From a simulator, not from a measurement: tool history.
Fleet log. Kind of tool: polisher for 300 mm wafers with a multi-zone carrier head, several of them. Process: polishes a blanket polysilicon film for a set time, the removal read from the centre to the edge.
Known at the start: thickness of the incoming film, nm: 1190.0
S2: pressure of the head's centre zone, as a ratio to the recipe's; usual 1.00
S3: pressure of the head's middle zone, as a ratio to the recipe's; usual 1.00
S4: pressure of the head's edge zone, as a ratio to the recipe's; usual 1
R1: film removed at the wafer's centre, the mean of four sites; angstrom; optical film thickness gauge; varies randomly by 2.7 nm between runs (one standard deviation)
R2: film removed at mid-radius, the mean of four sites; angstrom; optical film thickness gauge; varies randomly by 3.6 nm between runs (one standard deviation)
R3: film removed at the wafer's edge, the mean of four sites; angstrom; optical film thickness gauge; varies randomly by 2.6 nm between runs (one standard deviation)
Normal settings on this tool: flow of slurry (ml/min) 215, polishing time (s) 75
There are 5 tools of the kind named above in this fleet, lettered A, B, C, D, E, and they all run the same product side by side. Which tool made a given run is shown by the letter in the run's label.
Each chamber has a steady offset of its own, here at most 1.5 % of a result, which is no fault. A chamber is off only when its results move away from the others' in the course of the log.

Run 1C, day 0.538: usual settings. Result: R1 2457.8 angstrom, R2 2452.9 angstrom, R3 2509.1 angstrom.
At day 0.688: chamber B: slurry nozzle cleaned.
At day 0.754: chamber D: slurry nozzle cleaned.
At day 0.842: chamber D: worn pad replaced by a new one.
At day 0.879: chamber B: worn pad replaced by a new one.
Run 2B, day 1.021: usual settings. Result: R1 2438.4 angstrom, R2 2534.3 angstrom, R3 2482.5 angstrom.
At day 1.383: chamber A: worn pad replaced by a new one.
Run 3A, day 1.479: usual settings. Result: R1 2455.1 angstrom, R2 2434.1 angstrom, R3 2429.6 angstrom.
At day 1.583: chamber C: slurry nozzle cleaned.
Run 4E, day 2.100: usual settings. Result: R1 2462.2 angstrom, R2 2417.7 angstrom, R3 2458.2 angstrom.
Run 5D, day 2.462: usual settings. Result: R1 2506.0 angstrom, R2 2557.1 angstrom, R3 2507.1 angstrom.
At day 2.496: chamber E: centre zone pressure recalibrated.
Run 6D, day 2.854: usual settings. Result: R1 2429.1 angstrom, R2 2420.9 angstrom, R3 2492.2 angstrom.
At day 3.067: chamber E: worn pad replaced by a new one.
Run 7E, day 3.258: usual settings. Result: R1 2418.5 angstrom, R2 2431.7 angstrom, R3 2444.3 angstrom.
At day 3.462: chamber C: worn pad replaced by a new one.
Run 8A, day 3.775: usual settings. Result: R1 2482.2 angstrom, R2 2406.5 angstrom, R3 2480.2 angstrom.
Run 9B, day 4.204: usual settings. Result: R1 2403.7 angstrom, R2 2461.8 angstrom, R3 2513.6 angstrom.
At day 4.342: chamber B: worn pad replaced by a new one.
Run 10C, day 4.592: usual settings but polishing time (s) 87. Result: R1 2843.9 angstrom, R2 2854.7 angstrom, R3 2870.9 angstrom.
At day 4.754: chamber A: worn pad replaced by a new one.
Run 11D, day 5.108: usual settings but polishing time (s) 87. Result: R1 2904.6 angstrom, R2 2876.6 angstrom, R3 2874.8 angstrom.
Run 12A, day 5.488: usual settings but polishing time (s) 87. Result: R1 2834.4 angstrom, R2 2827.7 angstrom, R3 2836.7 angstrom.
Run 13C, day 5.771: usual settings but polishing time (s) 87. Result: R1 2879.2 angstrom, R2 2931.4 angstrom, R3 2880.6 angstrom.
At day 5.800: chamber C: edge zone pressure recalibrated.
At day 6.038: chamber D: worn pad replaced by a new one.
Run 14B, day 6.425: usual settings but polishing time (s) 87. Result: R1 2809.0 angstrom, R2 2794.3 angstrom, R3 2807.3 angstrom.
Run 15E, day 6.867: usual settings. Result: R1 2406.2 angstrom, R2 2504.8 angstrom, R3 2419.9 angstrom.
Run 16A, day 7.175: usual settings. Result: R1 2460.7 angstrom, R2 2446.9 angstrom, R3 2474.7 angstrom.
Run 17C, day 7.554: usual settings. Result: R1 2457.0 angstrom, R2 2514.0 angstrom, R3 2428.5 angstrom.
At day 7.708: chamber B: centre zone pressure recalibrated.
Run 18D, day 7.854: usual settings. Result: R1 2445.7 angstrom, R2 2423.1 angstrom, R3 2512.6 angstrom.
At day 8.008: chamber C: worn pad replaced by a new one.
Run 19B, day 8.333: usual settings. Result: R1 2433.7 angstrom, R2 2498.4 angstrom, R3 2500.4 angstrom.
At day 8.433: chamber B: worn pad replaced by a new one.
At day 8.767: chamber E: worn pad replaced by a new one.
Run 20E, day 8.879: usual settings. Result: R1 2422.6 angstrom, R2 2489.6 angstrom, R3 2441.3 angstrom.
At day 8.929: chamber A: worn pad replaced by a new one.
Run 21D, day 9.325: usual settings. Result: R1 2363.2 angstrom, R2 2434.0 angstrom, R3 2476.2 angstrom.
Run 22C, day 9.725: usual settings. Result: R1 2512.9 angstrom, R2 2460.9 angstrom, R3 2471.2 angstrom.
Run 23E, day 10.283: usual settings. Result: R1 2451.6 angstrom, R2 2470.2 angstrom, R3 2498.6 angstrom.
At day 10.725: chamber A: edge zone pressure recalibrated.
At day 10.725: chamber E: edge zone pressure recalibrated.
Run 24B, day 10.738: usual settings but S2 0.89, S3 1.07. Result: R1 2154.2 angstrom, R2 2617.3 angstrom, R3 2443.8 angstrom.
At day 10.796: chamber D: worn pad replaced by a new one.
Run 25A, day 11.162: usual settings but S2 0.89, S3 1.07. Result: R1 2152.8 angstrom, R2 2604.9 angstrom, R3 2463.0 angstrom.
Run 26E, day 11.596: usual settings but S2 0.89, S3 1.07. Result: R1 2215.0 angstrom, R2 2621.7 angstrom, R3 2450.9 angstrom.
Run 27C, day 11.904: usual settings but S2 0.89, S3 1.07. Result: R1 2140.1 angstrom, R2 2629.5 angstrom, R3 2489.6 angstrom.
At day 12.133: chamber B: worn pad replaced by a new one.
Run 28D, day 12.408: usual settings but S2 0.89, S3 1.07. Result: R1 2097.7 angstrom, R2 2644.5 angstrom, R3 2484.2 angstrom.
At day 12.600: chamber E: slurry nozzle cleaned.
Run 29A, day 12.721: usual settings. Result: R1 2463.0 angstrom, R2 2440.7 angstrom, R3 2392.5 angstrom.
At day 13.092: chamber A: worn pad replaced by a new one.
Run 30B, day 13.171: usual settings. Result: R1 2457.9 angstrom, R2 2501.5 angstrom, R3 2450.6 angstrom.
At day 13.254: chamber C: worn pad replaced by a new one.
Run 31D, day 13.600: usual settings. Result: R1 2349.7 angstrom, R2 2447.2 angstrom, R3 2514.4 angstrom.
Run 32B, day 14.142: usual settings. Result: R1 2428.4 angstrom, R2 2436.1 angstrom, R3 2444.6 angstrom.
Run 33C, day 14.758: usual settings. Result: R1 2477.7 angstrom, R2 2483.7 angstrom, R3 2434.3 angstrom.
At day 14.821: chamber E: worn pad replaced by a new one.
Run 34E, day 15.379: usual settings. Result: R1 2469.0 angstrom, R2 2483.5 angstrom, R3 2440.6 angstrom.
Run 35A, day 15.875: usual settings but S3 1.07. Result: R1 2451.3 angstrom, R2 2607.9 angstrom, R3 2430.6 angstrom.
Run 36C, day 16.175: usual settings but S3 1.07. Result: R1 2461.6 angstrom, R2 2699.1 angstrom, R3 2487.0 angstrom.
At day 16.233: chamber A: centre zone pressure recalibrated.
At day 16.546: chamber B: worn pad replaced by a new one.
Run 37E, day 16.742: usual settings but S3 1.07. Result: R1 2498.8 angstrom, R2 2635.8 angstrom, R3 2451.1 angstrom.
Run 38B, day 17.188: usual settings but S3 1.07. Result: R1 2442.5 angstrom, R2 2643.7 angstrom, R3 2471.9 angstrom.
At day 17.346: chamber A: worn pad replaced by a new one.
Run 39A, day 17.588: usual settings but S3 1.07. Result: R1 2490.9 angstrom, R2 2622.3 angstrom, R3 2414.4 angstrom.

Next, all 5 chambers run the settings below, one line each with question marks for the results. What does each chamber give?
Run 40A, day 18.054: usual settings. Result: R1 ?, R2 ?, R3 ?.
Run 40B, day 18.054: usual settings. Result: R1 ?, R2 ?, R3 ?.
Run 40C, day 18.054: usual settings. Result: R1 ?, R2 ?, R3 ?.
Run 40D, day 18.054: usual settings. Result: R1 ?, R2 ?, R3 ?.
Run 40E, day 18.054: usual settings. Result: R1 ?, R2 ?, R3 ?.

run      R1      R2      R3
40A  2435.5  2472.7  2467.3
40B  2372.6  2464.3  2460.0
40C  2462.8  2465.0  2446.7
40D  2202.9  2518.1  2526.2
40E  2472.1  2550.6  2485.9
